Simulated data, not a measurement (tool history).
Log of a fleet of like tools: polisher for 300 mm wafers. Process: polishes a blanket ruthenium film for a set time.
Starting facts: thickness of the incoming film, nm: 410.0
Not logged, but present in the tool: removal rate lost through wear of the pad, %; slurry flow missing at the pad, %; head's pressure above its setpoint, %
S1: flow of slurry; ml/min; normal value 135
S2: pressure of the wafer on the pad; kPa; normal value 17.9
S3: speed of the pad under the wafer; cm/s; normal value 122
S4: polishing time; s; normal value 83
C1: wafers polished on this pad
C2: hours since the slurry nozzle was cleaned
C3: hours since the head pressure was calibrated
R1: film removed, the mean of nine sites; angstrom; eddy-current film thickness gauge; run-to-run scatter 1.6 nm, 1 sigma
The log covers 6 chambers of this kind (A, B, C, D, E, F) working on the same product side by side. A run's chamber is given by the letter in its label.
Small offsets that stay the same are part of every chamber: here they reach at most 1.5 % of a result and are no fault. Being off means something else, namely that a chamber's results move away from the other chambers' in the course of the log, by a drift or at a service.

| run | hour | S1 | S2 | S3 | S4 | C1 | C2 | C3 | R1 |
|---|---|---|---|---|---|---|---|---|---|
| 1D | 5.5 | 135 | 17.9 | 122 | 83 | 69 | 267.1 | 375.3 | 1285.0 |
| 2A | 10.9 | 135 | 17.9 | 122 | 83 | 617 | 168.9 | 311.0 | 1266.7 |
| 3E | 16.1 | 135 | 17.9 | 122 | 83 | 287 | 35.3 | 156.7 | 1273.1 |
| 4F | 21.6 | 135 | 17.9 | 122 | 83 | 677 | 705.8 | 640.0 | 1294.7 |
| 5C | 30.4 | 135 | 17.9 | 122 | 83 | 439 | 273.4 | 260.9 | 1286.7 |
| 6B | 38.1 | 135 | 17.9 | 122 | 83 | 612 | 395.7 | 601.1 | 1263.2 |
| 7C | 43.3 | 135 | 17.9 | 122 | 83 | 556 | 286.3 | 273.8 | 1263.9 |
|  | 46.2 | chamber D: head pressure recalibrated |
| 8B | 51.0 | 135 | 17.9 | 122 | 83 | 729 | 408.6 | 614.0 | 1230.3 |
| 9D | 55.5 | 135 | 17.9 | 122 | 83 | 522 | 317.1 | 9.4 | 1273.4 |
| 10A | 59.9 | 135 | 17.9 | 122 | 83 | 1061 | 217.9 | 360.0 | 1273.4 |
| 11F | 67.2 | 135 | 17.9 | 122 | 83 | 1091 | 751.4 | 685.6 | 1266.0 |
|  | 69.3 | chamber A: worn pad replaced by a new one |
|  | 73.3 | chamber D: worn pad replaced by a new one |
|  | 73.4 | chamber C: worn pad replaced by a new one |
| 12E | 76.3 | 135 | 17.9 | 160 | 108 | 833 | 95.5 | 216.9 | 2235.3 |
|  | 78.4 | chamber F: worn pad replaced by a new one |
| 13C | 82.4 | 135 | 17.9 | 160 | 108 | 81 | 325.4 | 312.9 | 2180.1 |
| 14B | 89.4 | 135 | 17.9 | 160 | 108 | 1077 | 447.0 | 652.4 | 2072.6 |
| 15F | 96.6 | 135 | 17.9 | 160 | 108 | 165 | 780.8 | 715.0 | 2183.1 |
|  | 98.2 | chamber B: slurry nozzle cleaned |
| 16E | 100.8 | 135 | 17.9 | 160 | 108 | 1055 | 120.0 | 241.4 | 2219.5 |
| 17D | 107.8 | 135 | 17.9 | 160 | 108 | 312 | 369.4 | 61.7 | 2128.2 |
| 18A | 113.0 | 135 | 17.9 | 122 | 83 | 396 | 271.0 | 413.1 | 1298.7 |
|  | 118.9 | chamber F: slurry nozzle cleaned |
| 19C | 120.0 | 135 | 17.9 | 122 | 83 | 422 | 363.0 | 350.5 | 1284.7 |
| 20F | 127.3 | 170 | 17.9 | 122 | 83 | 443 | 8.5 | 745.7 | 1336.9 |
| 21A | 131.4 | 170 | 17.9 | 122 | 83 | 562 | 289.4 | 431.5 | 1328.2 |
|  | 136.2 | chamber D: worn pad replaced by a new one |
| 22E | 136.3 | 170 | 17.9 | 122 | 83 | 1376 | 155.5 | 276.9 | 1308.6 |
|  | 141.9 | chamber E: worn pad replaced by a new one |
| 23B | 144.9 | 170 | 17.9 | 122 | 83 | 1579 | 46.7 | 707.9 | 1271.5 |
| 24D | 150.1 | 170 | 17.9 | 122 | 83 | 126 | 411.7 | 104.0 | 1295.0 |
| 25C | 158.8 | 170 | 17.9 | 122 | 83 | 773 | 401.8 | 389.3 | 1316.8 |
|  | 165.6 | chamber C: worn pad replaced by a new one |
| 26D | 166.9 | 135 | 17.9 | 122 | 83 | 278 | 428.5 | 120.8 | 1255.7 |
| 27B | 171.9 | 135 | 17.9 | 122 | 83 | 1824 | 73.7 | 734.9 | 1203.9 |
| 28A | 178.4 | 135 | 17.9 | 122 | 83 | 988 | 336.4 | 478.5 | 1314.7 |
|  | 181.4 | chamber A: worn pad replaced by a new one |
| 29F | 186.8 | 135 | 17.9 | 122 | 83 | 982 | 68.0 | 805.2 | 1289.5 |
| 30E | 193.7 | 135 | 21.4 | 122 | 92 | 470 | 212.9 | 334.3 | 1661.3 |
| 31B | 200.7 | 135 | 21.4 | 122 | 92 | 2085 | 102.5 | 763.7 | 1556.7 |
| 32D | 207.0 | 135 | 21.4 | 122 | 92 | 641 | 468.6 | 160.9 | 1687.7 |
|  | 209.1 | chamber D: worn pad replaced by a new one |
|  | 212.1 | chamber F: worn pad replaced by a new one |
| 33C | 215.5 | 135 | 21.4 | 122 | 92 | 452 | 458.5 | 446.0 | 1660.4 |
| 34A | 221.6 | 135 | 21.4 | 122 | 92 | 364 | 379.6 | 521.7 | 1701.3 |
| 35E | 226.0 | 135 | 21.4 | 122 | 92 | 762 | 245.2 | 366.6 | 1727.9 |
|  | 229.2 | chamber A: head pressure recalibrated |
| 36F | 230.0 | 135 | 17.9 | 122 | 83 | 162 | 111.2 | 848.4 | 1309.8 |
| 37D | 235.3 | 135 | 17.9 | 122 | 83 | 237 | 496.9 | 189.2 | 1262.9 |
| 38E | 239.8 | 160 | 17.9 | 122 | 73 | 887 | 259.0 | 380.4 | 1161.4 |
| 39C | 245.6 | 160 | 17.9 | 122 | 73 | 725 | 488.6 | 476.1 | 1160.5 |
| 40B | 252.9 | 160 | 17.9 | 122 | 73 | 2558 | 154.7 | 815.9 | 1056.4 |
| 41A | 259.9 | 160 | 17.9 | 122 | 73 | 711 | 417.9 | 30.7 | 1154.2 |
| 42F | 267.0 | 160 | 17.9 | 122 | 73 | 497 | 148.2 | 885.4 | 1198.0 |
|  | 269.9 | chamber E: worn pad replaced by a new one |
| 43E | 275.7 | 160 | 17.9 | 122 | 73 | 53 | 294.9 | 416.3 | 1135.4 |

Does one chamber stand apart from the rest, does the shared gauge drift, or is all well apart from small per-chamber offsets? Give the chamber and the most likely cause, where there is one.

Chamber B drifts away from the others.
Cause: removal rate lost through wear of the pad, % = 9.52.
It could be hard to tell apart here from: head's pressure below its setpoint, %.

Below are 4 candidate recipes for chamber B's next run, each the usual settings with a change, their results shown as question marks. Which of them brings B's results back in line with what the other chambers give on the usual settings?
In-line tolerance around the mean of the other chambers on the usual settings: R1 57.0 angstrom
| 44B-1 | 282.4 | 135 | 17.9 | 120 | 82 |  |  |  | ? |
| 44B-2 | 282.4 | 135 | 15.9 | 122 | 83 |  |  |  | ? |
| 44B-3 | 282.4 | 135 | 18.6 | 122 | 83 |  |  |  | ? |
| 44B-4 | 282.4 | 135 | 18.6 | 122 | 88 |  |  |  | ? |

Usual-settings mean across the other chambers: R1 1277.2 angstrom
| run | R1 |
|---|---|
| 44B-1 | 1120.7 |
| 44B-2 | 1018.2 |
| 44B-3 | 1198.3 |
| 44B-4 | 1270.5 |
The answer is 44B-4, which returns the chamber to within the allowed miss of the others.
